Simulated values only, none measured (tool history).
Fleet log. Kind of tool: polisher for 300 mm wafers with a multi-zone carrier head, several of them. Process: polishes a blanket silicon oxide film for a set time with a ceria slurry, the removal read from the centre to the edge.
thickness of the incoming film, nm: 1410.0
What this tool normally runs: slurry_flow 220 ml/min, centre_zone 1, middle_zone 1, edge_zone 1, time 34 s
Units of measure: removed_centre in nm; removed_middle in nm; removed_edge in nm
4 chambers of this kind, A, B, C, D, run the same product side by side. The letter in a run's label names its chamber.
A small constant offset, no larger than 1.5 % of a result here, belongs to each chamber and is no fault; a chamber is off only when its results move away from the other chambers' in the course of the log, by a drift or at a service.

| run | hour | slurry_flow | centre_zone | middle_zone | edge_zone | time | wafers polished on this pad | hours since the slurry nozzle was cleaned | hours since the centre zone pressure was calibrated | hours since the edge zone pressure was calibrated | removed_centre | removed_middle | removed_edge |
|---|---|---|---|---|---|---|---|---|---|---|---|---|---|
| 1C | 4.4 | 220 | 1 | 1 | 1 | 34 | 1295 | 188.8 | 774.9 | 503 | 219.87 | 220.52 | 218.98 |
|  | 7 | chamber C: worn pad replaced by a new one |
| 2B | 7.4 | 220 | 1 | 1 | 1 | 34 | 1269 | 395 | 320.7 | 307.7 | 220.82 | 219.02 | 216.98 |
| 3D | 13.8 | 220 | 1 | 1 | 1 | 34 | 957 | 181.7 | 403.8 | 304.3 | 221.24 | 212.61 | 217.94 |
|  | 14.9 | chamber C: centre zone pressure recalibrated |
|  | 17 | chamber D: worn pad replaced by a new one |
|  | 18.5 | chamber A: worn pad replaced by a new one |
| 4A | 18.9 | 220 | 1 | 1 | 1 | 34 | 7 | 29.3 | 1078 | 1055.5 | 221.98 | 220.45 | 220.34 |
|  | 20 | chamber B: worn pad replaced by a new one |
| 5C | 24.1 | 220 | 1 | 1 | 1 | 34 | 263 | 208.5 | 9.3 | 522.7 | 219.99 | 219.6 | 219.5 |
| 6D | 27 | 220 | 1 | 1 | 1 | 34 | 153 | 194.9 | 417 | 317.5 | 217.02 | 214.23 | 216.41 |
| 7A | 32.5 | 220 | 1 | 1 | 1 | 34 | 216 | 42.9 | 1091.6 | 1069.1 | 216.85 | 218.96 | 219.2 |
| 8B | 36.3 | 220 | 1 | 1 | 1 | 34 | 252 | 423.9 | 349.6 | 336.6 | 217.77 | 216.14 | 218.35 |
| 9D | 42.5 | 220 | 1 | 1 | 1 | 34 | 392 | 210.4 | 432.5 | 333 | 217.85 | 211.98 | 216.82 |
| 10A | 48.8 | 220 | 1 | 1 | 1 | 34 | 467 | 59.2 | 1107.9 | 1085.4 | 217.3 | 221.72 | 216.46 |
| 11B | 54.5 | 220 | 1 | 1 | 1 | 34 | 531 | 442.1 | 367.8 | 354.8 | 219.68 | 219.98 | 218.56 |
| 12C | 58.3 | 220 | 1 | 1 | 1 | 34 | 788 | 242.7 | 43.5 | 556.9 | 218.32 | 219.62 | 213.95 |
| 13C | 62.1 | 220 | 1 | 1 | 1 | 34 | 847 | 246.5 | 47.3 | 560.7 | 215.97 | 222 | 214.8 |
|  | 66.1 | chamber A: worn pad replaced by a new one |
| 14B | 67.7 | 220 | 1 | 1 | 1 | 34 | 734 | 455.3 | 381 | 368 | 216.05 | 218.27 | 220.62 |
| 15A | 73.2 | 220 | 1 | 1 | 1 | 34 | 110 | 83.6 | 1132.3 | 1109.8 | 218.23 | 222.9 | 213.26 |
| 16D | 78.9 | 220 | 1 | 1 | 1 | 34 | 951 | 246.8 | 468.9 | 369.4 | 216.32 | 217.42 | 215.04 |
|  | 81 | chamber D: worn pad replaced by a new one |
| 17B | 82.4 | 220 | 1 | 1 | 1 | 34 | 961 | 470 | 395.7 | 382.7 | 217.24 | 221.42 | 216.79 |
| 18D | 85.8 | 220 | 1 | 1 | 1 | 27 | 74 | 253.7 | 475.8 | 376.3 | 173.54 | 173.21 | 173.51 |
| 19C | 89.1 | 220 | 1 | 1 | 1 | 27 | 1262 | 273.5 | 74.3 | 587.7 | 171.12 | 174.62 | 170.76 |
|  | 89.8 | chamber C: worn pad replaced by a new one |
| 20A | 94.5 | 220 | 1 | 1 | 1 | 27 | 437 | 104.9 | 1153.6 | 1131.1 | 173.11 | 174.18 | 172.49 |
|  | 95.2 | chamber D: edge zone pressure recalibrated |
| 21A | 98.7 | 220 | 1 | 1 | 1 | 27 | 502 | 109.1 | 1157.8 | 1135.3 | 172.48 | 176.6 | 174.07 |
|  | 101 | chamber A: centre zone pressure recalibrated |
| 22D | 103.9 | 220 | 1 | 1 | 1 | 34 | 353 | 271.8 | 493.9 | 8.7 | 219.08 | 216.71 | 217 |
|  | 106.6 | chamber A: worn pad replaced by a new one |
|  | 108.5 | chamber B: worn pad replaced by a new one |
| 23C | 109.8 | 220 | 1 | 1 | 1 | 34 | 308 | 294.2 | 95 | 608.4 | 217.03 | 223.39 | 211.77 |
| 24B | 115.9 | 220 | 1 | 0.9 | 1 | 41 | 115 | 503.5 | 429.2 | 416.2 | 264.41 | 237.57 | 262.67 |
| 25B | 119.7 | 220 | 1 | 0.9 | 1 | 41 | 173 | 507.3 | 433 | 420 | 261.31 | 233.77 | 258.28 |
| 26C | 125 | 220 | 1 | 0.9 | 1 | 41 | 542 | 309.4 | 110.2 | 623.6 | 266.73 | 242.82 | 260.46 |
| 27A | 129.7 | 220 | 1 | 0.9 | 1 | 41 | 356 | 140.1 | 28.7 | 1166.3 | 236.17 | 240.49 | 263.69 |
| 28D | 135.8 | 220 | 1 | 1 | 1 | 34 | 843 | 303.7 | 525.8 | 40.6 | 221.83 | 217.86 | 217.62 |
|  | 139.4 | chamber B: slurry nozzle cleaned |
| 29C | 140.4 | 220 | 1 | 1 | 1 | 34 | 779 | 324.8 | 125.6 | 639 | 215.93 | 221.6 | 214.94 |
| 30B | 144.3 | 220 | 1 | 1 | 1 | 34 | 551 | 4.9 | 457.6 | 444.6 | 216.72 | 217.1 | 219.09 |
|  | 144.8 | chamber D: worn pad replaced by a new one |
| 31A | 150.9 | 220 | 1 | 1 | 1 | 34 | 682 | 161.3 | 49.9 | 1187.5 | 197.66 | 220.71 | 216.6 |
|  | 151.7 | chamber B: edge zone pressure recalibrated |
|  | 154.3 | chamber C: slurry nozzle cleaned |
|  | 156.4 | chamber A: worn pad replaced by a new one |
| 32D | 156.7 | 220 | 1 | 1 | 1 | 34 | 183 | 324.6 | 546.7 | 61.5 | 216.69 | 215.02 | 219.48 |
| 33D | 160.8 | 220 | 1 | 1 | 1 | 34 | 246 | 328.7 | 550.8 | 65.6 | 216.99 | 213.4 | 218.43 |
| 34B | 167.3 | 220 | 1 | 1 | 1 | 34 | 905 | 27.9 | 480.6 | 15.7 | 220.18 | 219.02 | 217.37 |
| 35C | 173 | 220 | 1 | 1 | 1 | 34 | 1280 | 18.7 | 158.2 | 671.6 | 217.06 | 219.96 | 216.86 |
| 36A | 177.3 | 220 | 1 | 1 | 1 | 34 | 321 | 187.7 | 76.3 | 1213.9 | 196.54 | 218.12 | 215.06 |
|  | 180.4 | chamber C: worn pad replaced by a new one |
| 37C | 183.5 | 220 | 1 | 1 | 1 | 34 | 48 | 29.2 | 168.7 | 682.1 | 215.54 | 220.35 | 219.02 |
| 38B | 187 | 220 | 1 | 1 | 1 | 34 | 1208 | 47.6 | 500.3 | 35.4 | 221.07 | 219.24 | 218.55 |

Which is it: a chamber that has drifted or been left off by a service, a gauge drift common to all chambers, or only each chamber's usual small offset? If a chamber is off, name it and its likeliest cause.

Chamber A came out of a service off from its peers and stayed that way.
Likeliest cause: centre zone's pressure below its setpoint, % = 9.56.

Which of the 4 candidates below, each the usual settings with something changed and its results left as question marks, puts chamber A back in line with what the other chambers give on the usual settings?
In line means no further than this from the other chambers' mean on the usual settings: removed_centre 6.8 nm; removed_middle 8.8 nm; removed_edge 9.3 nm
| 39A-1 | 191.7 | 215 | 0.91 | 1.02 | 1.03 | 34 |  |  |  |  | ? | ? | ? |
| 39A-2 | 191.7 | 225 | 1.09 | 0.98 | 0.97 | 34 |  |  |  |  | ? | ? | ? |
| 39A-3 | 191.7 | 225 | 1.04 | 0.99 | 0.99 | 34 |  |  |  |  | ? | ? | ? |
| 39A-4 | 191.7 | 215 | 0.96 | 1.01 | 1.01 | 34 |  |  |  |  | ? | ? | ? |

The mean the other chambers reach with the usual settings: removed_centre 218.67 nm; removed_middle 218.05 nm; removed_edge 218.04 nm
| run | removed_centre | removed_middle | removed_edge |
|---|---|---|---|
| 39A-1 | 175.91 | 222.5 | 221.48 |
| 39A-2 | 216.58 | 215.58 | 215.75 |
| 39A-3 | 205.62 | 217.65 | 218.01 |
| 39A-4 | 186.81 | 220.44 | 219.24 |
39A-2 brings the chamber back in line.
